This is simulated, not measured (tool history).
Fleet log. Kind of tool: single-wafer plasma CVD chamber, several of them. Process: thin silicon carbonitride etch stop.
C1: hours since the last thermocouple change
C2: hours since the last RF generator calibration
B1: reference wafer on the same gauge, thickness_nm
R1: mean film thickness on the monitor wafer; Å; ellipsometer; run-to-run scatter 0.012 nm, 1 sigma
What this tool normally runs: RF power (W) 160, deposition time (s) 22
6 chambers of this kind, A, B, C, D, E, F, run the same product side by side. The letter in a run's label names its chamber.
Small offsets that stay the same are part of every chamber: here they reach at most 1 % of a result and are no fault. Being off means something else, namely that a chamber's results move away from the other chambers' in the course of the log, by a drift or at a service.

Run 1A, hour 4.5: usual settings; C1 1122.5; C2 1171; B1 12.299. Result: R1 117.43 Å.
Run 2D, hour 10.4: usual settings; C1 1353.7; C2 1358.3; B1 12.297. Result: R1 116.7 Å.
Run 3E, hour 13.5: usual settings; C1 348.1; C2 825.4; B1 12.297. Result: R1 117.48 Å.
Run 4B, hour 17.7: usual settings; C1 1054; C2 78.9; B1 12.296. Result: R1 116.92 Å.
Run 5F, hour 23.4: usual settings; C1 1597.6; C2 1375.8; B1 12.293. Result: R1 116.95 Å.
Run 6C, hour 26.8: usual settings; C1 772.6; C2 368.6; B1 12.294. Result: R1 118.41 Å.
Run 7A, hour 30.8: usual settings; C1 1148.8; C2 1197.3; B1 12.292. Result: R1 117.5 Å.
Run 8B, hour 35.7: usual settings; C1 1072; C2 96.9; B1 12.292. Result: R1 116.79 Å.
Run 9C, hour 38.7: usual settings but RF power (W) 180, deposition time (s) 18.9; C1 784.5; C2 380.5; B1 12.29. Result: R1 105.25 Å.
Run 10D, hour 44.6: usual settings but RF power (W) 180, deposition time (s) 18.9; C1 1387.9; C2 1392.5; B1 12.288. Result: R1 103.74 Å.
Run 11F, hour 50.2: usual settings but RF power (W) 180, deposition time (s) 18.9; C1 1624.4; C2 1402.6; B1 12.288. Result: R1 103.97 Å.
Run 12E, hour 54.2: usual settings but RF power (W) 180, deposition time (s) 18.9; C1 388.8; C2 866.1; B1 12.284. Result: R1 104.41 Å.
Run 13C, hour 59.8: usual settings but RF power (W) 180, deposition time (s) 18.9; C1 805.6; C2 401.6; B1 12.284. Result: R1 105.35 Å.
Run 14B, hour 64.1: usual settings but RF power (W) 180, deposition time (s) 18.9; C1 1100.4; C2 125.3; B1 12.286. Result: R1 104.22 Å.
Run 15D, hour 67.9: usual settings; C1 1411.2; C2 1415.8; B1 12.283. Result: R1 116.39 Å.
Run 16F, hour 71.5: usual settings but RF power (W) 175, deposition time (s) 25; C1 1645.7; C2 1423.9; B1 12.282. Result: R1 136.42 Å.
Run 17E, hour 77.1: usual settings but RF power (W) 175, deposition time (s) 25; C1 411.7; C2 889; B1 12.281. Result: R1 137.12 Å.
Run 18A, hour 83.1: usual settings but RF power (W) 175, deposition time (s) 25; C1 1201.1; C2 1249.6; B1 12.278. Result: R1 137.06 Å.
Run 19C, hour 87.6: usual settings but RF power (W) 175, deposition time (s) 25; C1 833.4; C2 429.4; B1 12.274. Result: R1 137.86 Å.
Run 20F, hour 92.2: usual settings but RF power (W) 175, deposition time (s) 25; C1 1666.4; C2 1444.6; B1 12.276. Result: R1 136.37 Å.
Run 21D, hour 96.8: usual settings but RF power (W) 175, deposition time (s) 25; C1 1440.1; C2 1444.7; B1 12.275. Result: R1 135.91 Å.
Run 22E, hour 100.7: usual settings but RF power (W) 180; C1 435.3; C2 912.6; B1 12.274. Result: R1 121.41 Å.
Run 23B, hour 106.4: usual settings but RF power (W) 180; C1 1142.7; C2 167.6; B1 12.272. Result: R1 121.04 Å.
Run 24A, hour 112.3: usual settings but RF power (W) 180; C1 1230.3; C2 1278.8; B1 12.273. Result: R1 121.47 Å.
Run 25E, hour 118.4: usual settings but RF power (W) 180; C1 453; C2 930.3; B1 12.267. Result: R1 121.29 Å.
Run 26A, hour 123.3: usual settings but RF power (W) 180; C1 1241.3; C2 1289.8; B1 12.268. Result: R1 121.63 Å.
Run 27F, hour 127.3: usual settings but RF power (W) 180; C1 1701.5; C2 1479.7; B1 12.267. Result: R1 120.91 Å.
Run 28B, hour 133.4: usual settings but RF power (W) 190, deposition time (s) 20.3; C1 1169.7; C2 194.6; B1 12.266. Result: R1 113.5 Å.
Run 29C, hour 137.3: usual settings but RF power (W) 190, deposition time (s) 20.3; C1 883.1; C2 479.1; B1 12.268. Result: R1 114.71 Å.
Run 30D, hour 143.4: usual settings but RF power (W) 190, deposition time (s) 20.3; C1 1486.7; C2 1491.3; B1 12.264. Result: R1 113.1 Å.
Run 31A, hour 147.4: usual settings but RF power (W) 190, deposition time (s) 20.3; C1 1265.4; C2 1313.9; B1 12.262. Result: R1 113.93 Å.
Run 32B, hour 150.2: usual settings but RF power (W) 190, deposition time (s) 20.3; C1 1186.5; C2 211.4; B1 12.259. Result: R1 113.44 Å.
Run 33D, hour 153.2: usual settings but RF power (W) 190, deposition time (s) 20.3; C1 1496.5; C2 1501.1; B1 12.262. Result: R1 113 Å.
Run 34F, hour 157.7: usual settings; C1 1731.9; C2 1510.1; B1 12.258. Result: R1 116.84 Å.
Run 35E, hour 161: usual settings; C1 495.6; C2 972.9; B1 12.257. Result: R1 117.09 Å.
Run 36C, hour 163.8: usual settings; C1 909.6; C2 505.6; B1 12.259. Result: R1 117.99 Å.
At hour 166.2: chamber A: RF generator calibrated.
Run 37E, hour 168.5: usual settings; C1 503.1; C2 980.4; B1 12.255. Result: R1 116.92 Å.
Run 38C, hour 173.6: usual settings; C1 919.4; C2 515.4; B1 12.254. Result: R1 118.04 Å.
Run 39A, hour 179.3: usual settings; C1 1297.3; C2 13.2; B1 12.249. Result: R1 117.18 Å.
Run 40D, hour 183.2: usual settings but RF power (W) 180; C1 1526.5; C2 1531.1; B1 12.252. Result: R1 120.49 Å.
Run 41F, hour 188.3: usual settings but RF power (W) 180; C1 1762.5; C2 1540.7; B1 12.252. Result: R1 120.53 Å.
Run 42B, hour 194.4: usual settings but RF power (W) 180; C1 1230.7; C2 255.6; B1 12.25. Result: R1 120.7 Å.

All 6 chambers run these settings next. Forecast each chamber's results:
Run 43A, hour 198.9: usual settings. Result: R1 ?.
Run 43B, hour 198.9: usual settings. Result: R1 ?.
Run 43C, hour 198.9: usual settings. Result: R1 ?.
Run 43D, hour 198.9: usual settings. Result: R1 ?.
Run 43E, hour 198.9: usual settings. Result: R1 ?.
Run 43F, hour 198.9: usual settings. Result: R1 ?.

run      R1
43A  117.37
43B  116.42
43C  117.76
43D  116.03
43E  117.19
43F  116.52

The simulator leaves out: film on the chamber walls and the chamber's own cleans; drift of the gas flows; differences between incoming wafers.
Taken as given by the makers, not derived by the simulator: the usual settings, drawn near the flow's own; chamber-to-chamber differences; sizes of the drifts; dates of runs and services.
